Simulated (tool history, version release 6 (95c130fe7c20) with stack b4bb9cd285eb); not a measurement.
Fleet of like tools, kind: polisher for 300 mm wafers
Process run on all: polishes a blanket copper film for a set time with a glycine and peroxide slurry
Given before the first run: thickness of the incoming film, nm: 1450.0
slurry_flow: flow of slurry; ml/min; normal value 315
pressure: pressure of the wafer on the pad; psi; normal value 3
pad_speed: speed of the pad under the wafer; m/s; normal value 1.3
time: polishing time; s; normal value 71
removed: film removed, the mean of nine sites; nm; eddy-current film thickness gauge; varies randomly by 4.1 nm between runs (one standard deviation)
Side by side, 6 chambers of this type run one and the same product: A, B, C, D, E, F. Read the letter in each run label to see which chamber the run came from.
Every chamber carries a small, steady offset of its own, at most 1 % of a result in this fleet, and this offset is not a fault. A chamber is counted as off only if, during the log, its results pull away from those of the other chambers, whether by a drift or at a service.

{"run": "1A", "hour": 9.1, "slurry_flow": 315, "pressure": 3, "pad_speed": 1.3, "time": 71, "removed": 526.3}
{"run": "2F", "hour": 18.0, "slurry_flow": 315, "pressure": 3, "pad_speed": 1.3, "time": 71, "removed": 531.33}
{"run": "3B", "hour": 25.5, "slurry_flow": 315, "pressure": 3, "pad_speed": 1.3, "time": 71, "removed": 527.1}
{"hour": 25.8, "done": "chamber A: worn pad replaced by a new one"}
{"hour": 25.9, "done": "chamber C: slurry nozzle cleaned"}
{"run": "4C", "hour": 33.6, "slurry_flow": 315, "pressure": 3, "pad_speed": 1.3, "time": 71, "removed": 531.19}
{"run": "5D", "hour": 43.7, "slurry_flow": 315, "pressure": 3, "pad_speed": 1.48, "time": 71, "removed": 594.55}
{"run": "6E", "hour": 53.6, "slurry_flow": 315, "pressure": 3, "pad_speed": 1.48, "time": 71, "removed": 595.1}
{"hour": 61.1, "done": "chamber D: worn pad replaced by a new one"}
{"hour": 61.8, "done": "chamber F: worn pad replaced by a new one"}
{"run": "7D", "hour": 62.9, "slurry_flow": 315, "pressure": 3, "pad_speed": 1.48, "time": 71, "removed": 592.83}
{"hour": 65.3, "done": "chamber B: worn pad replaced by a new one"}
{"run": "8C", "hour": 71.0, "slurry_flow": 315, "pressure": 3, "pad_speed": 1.48, "time": 71, "removed": 597.39}
{"run": "9A", "hour": 82.7, "slurry_flow": 315, "pressure": 3, "pad_speed": 1.48, "time": 71, "removed": 584.27}
{"hour": 89.5, "done": "chamber C: worn pad replaced by a new one"}
{"run": "10B", "hour": 91.3, "slurry_flow": 315, "pressure": 3, "pad_speed": 1.48, "time": 71, "removed": 581.86}
{"hour": 99.3, "done": "chamber C: head pressure recalibrated"}
{"run": "11E", "hour": 101.1, "slurry_flow": 315, "pressure": 3, "pad_speed": 1.3, "time": 71, "removed": 524.52}
{"run": "12F", "hour": 113.2, "slurry_flow": 315, "pressure": 3, "pad_speed": 1.3, "time": 71, "removed": 532.23}
{"run": "13E", "hour": 125.8, "slurry_flow": 315, "pressure": 3, "pad_speed": 1.3, "time": 71, "removed": 518.36}
{"hour": 132.0, "done": "chamber B: worn pad replaced by a new one"}
{"run": "14C", "hour": 134.4, "slurry_flow": 315, "pressure": 3, "pad_speed": 1.3, "time": 71, "removed": 532.14}
{"hour": 139.8, "done": "chamber A: worn pad replaced by a new one"}
{"run": "15D", "hour": 140.5, "slurry_flow": 315, "pressure": 3, "pad_speed": 1.3, "time": 71, "removed": 530.23}
{"hour": 143.6, "done": "chamber F: worn pad replaced by a new one"}
{"run": "16F", "hour": 151.3, "slurry_flow": 315, "pressure": 3, "pad_speed": 1.3, "time": 71, "removed": 532.7}
{"hour": 157.4, "done": "chamber D: worn pad replaced by a new one"}
{"run": "17A", "hour": 164.6, "slurry_flow": 315, "pressure": 3, "pad_speed": 1.3, "time": 71, "removed": 532.57}
{"hour": 173.7, "done": "chamber D: slurry nozzle cleaned"}
{"run": "18B", "hour": 177.2, "slurry_flow": 315, "pressure": 3, "pad_speed": 1.3, "time": 71, "removed": 523.9}
{"run": "19C", "hour": 185.5, "slurry_flow": 315, "pressure": 2.3, "pad_speed": 1.04, "time": 71, "removed": 358.75}
{"run": "20A", "hour": 191.3, "slurry_flow": 315, "pressure": 2.3, "pad_speed": 1.04, "time": 71, "removed": 351.71}
{"run": "21E", "hour": 201.2, "slurry_flow": 315, "pressure": 2.3, "pad_speed": 1.04, "time": 71, "removed": 335.29}
{"hour": 211.4, "done": "chamber C: worn pad replaced by a new one"}
{"hour": 211.5, "done": "chamber B: worn pad replaced by a new one"}
{"run": "22B", "hour": 213.7, "slurry_flow": 315, "pressure": 2.3, "pad_speed": 1.04, "time": 71, "removed": 344.28}
{"run": "23F", "hour": 222.0, "slurry_flow": 315, "pressure": 2.3, "pad_speed": 1.04, "time": 71, "removed": 350.77}
{"hour": 225.6, "done": "chamber F: worn pad replaced by a new one"}
{"run": "24D", "hour": 229.3, "slurry_flow": 315, "pressure": 2.3, "pad_speed": 1.04, "time": 71, "removed": 343.22}
{"run": "25F", "hour": 235.8, "slurry_flow": 315, "pressure": 3, "pad_speed": 1.3, "time": 71, "removed": 529.6}
{"run": "26C", "hour": 241.9, "slurry_flow": 315, "pressure": 3, "pad_speed": 1.3, "time": 71, "removed": 530.15}
{"run": "27A", "hour": 253.3, "slurry_flow": 315, "pressure": 3, "pad_speed": 1.3, "time": 71, "removed": 514.94}
{"run": "28E", "hour": 260.1, "slurry_flow": 315, "pressure": 3, "pad_speed": 1.3, "time": 95, "removed": 657.73}
{"hour": 263.6, "done": "chamber D: worn pad replaced by a new one"}
{"run": "29B", "hour": 267.1, "slurry_flow": 315, "pressure": 3, "pad_speed": 1.3, "time": 95, "removed": 691.81}
{"hour": 268.6, "done": "chamber A: worn pad replaced by a new one"}
{"run": "30D", "hour": 273.5, "slurry_flow": 315, "pressure": 3, "pad_speed": 1.3, "time": 95, "removed": 706.58}
{"run": "31D", "hour": 286.0, "slurry_flow": 315, "pressure": 3, "pad_speed": 1.3, "time": 95, "removed": 703.86}
{"hour": 288.2, "done": "chamber B: worn pad replaced by a new one"}
{"run": "32A", "hour": 294.0, "slurry_flow": 315, "pressure": 3, "pad_speed": 1.3, "time": 95, "removed": 703.15}
{"run": "33C", "hour": 303.1, "slurry_flow": 315, "pressure": 3, "pad_speed": 1.3, "time": 95, "removed": 696.56}
{"run": "34E", "hour": 311.5, "slurry_flow": 315, "pressure": 3, "pad_speed": 1.3, "time": 71, "removed": 483.59}
{"hour": 312.4, "done": "chamber F: worn pad replaced by a new one"}
{"run": "35B", "hour": 318.3, "slurry_flow": 315, "pressure": 3, "pad_speed": 1.3, "time": 71, "removed": 523.03}
{"run": "36F", "hour": 327.8, "slurry_flow": 315, "pressure": 3, "pad_speed": 1.04, "time": 71, "removed": 442.78}
{"run": "37C", "hour": 340.9, "slurry_flow": 315, "pressure": 3, "pad_speed": 1.04, "time": 71, "removed": 438.52}
{"run": "38E", "hour": 353.4, "slurry_flow": 315, "pressure": 3, "pad_speed": 1.04, "time": 71, "removed": 395.08}
{"run": "39A", "hour": 363.3, "slurry_flow": 315, "pressure": 3, "pad_speed": 1.04, "time": 71, "removed": 436.74}
{"hour": 366.8, "done": "chamber D: worn pad replaced by a new one"}
{"run": "40D", "hour": 370.3, "slurry_flow": 315, "pressure": 3, "pad_speed": 1.04, "time": 71, "removed": 438.27}
{"hour": 374.7, "done": "chamber B: worn pad replaced by a new one"}
{"run": "41B", "hour": 380.7, "slurry_flow": 315, "pressure": 3, "pad_speed": 1.04, "time": 71, "removed": 431.48}
{"hour": 384.5, "done": "chamber F: worn pad replaced by a new one"}
{"run": "42F", "hour": 387.5, "slurry_flow": 315, "pressure": 3, "pad_speed": 1.3, "time": 71, "removed": 534.94}

Predict what each chamber gives when all 6 of them run the settings below next.
{"run": "43A", "hour": 397.1, "slurry_flow": 315, "pressure": 2.5, "pad_speed": 1.3, "time": 71, "removed": "?"}
{"run": "43B", "hour": 397.1, "slurry_flow": 315, "pressure": 2.5, "pad_speed": 1.3, "time": 71, "removed": "?"}
{"run": "43C", "hour": 397.1, "slurry_flow": 315, "pressure": 2.5, "pad_speed": 1.3, "time": 71, "removed": "?"}
{"run": "43D", "hour": 397.1, "slurry_flow": 315, "pressure": 2.5, "pad_speed": 1.3, "time": 71, "removed": "?"}
{"run": "43E", "hour": 397.1, "slurry_flow": 315, "pressure": 2.5, "pad_speed": 1.3, "time": 71, "removed": "?"}
{"run": "43F", "hour": 397.1, "slurry_flow": 315, "pressure": 2.5, "pad_speed": 1.3, "time": 71, "removed": "?"}

run=43A removed=446.31
run=43B removed=447.89
run=43C removed=455.96
run=43D removed=448.21
run=43E removed=404.76
run=43F removed=454.69

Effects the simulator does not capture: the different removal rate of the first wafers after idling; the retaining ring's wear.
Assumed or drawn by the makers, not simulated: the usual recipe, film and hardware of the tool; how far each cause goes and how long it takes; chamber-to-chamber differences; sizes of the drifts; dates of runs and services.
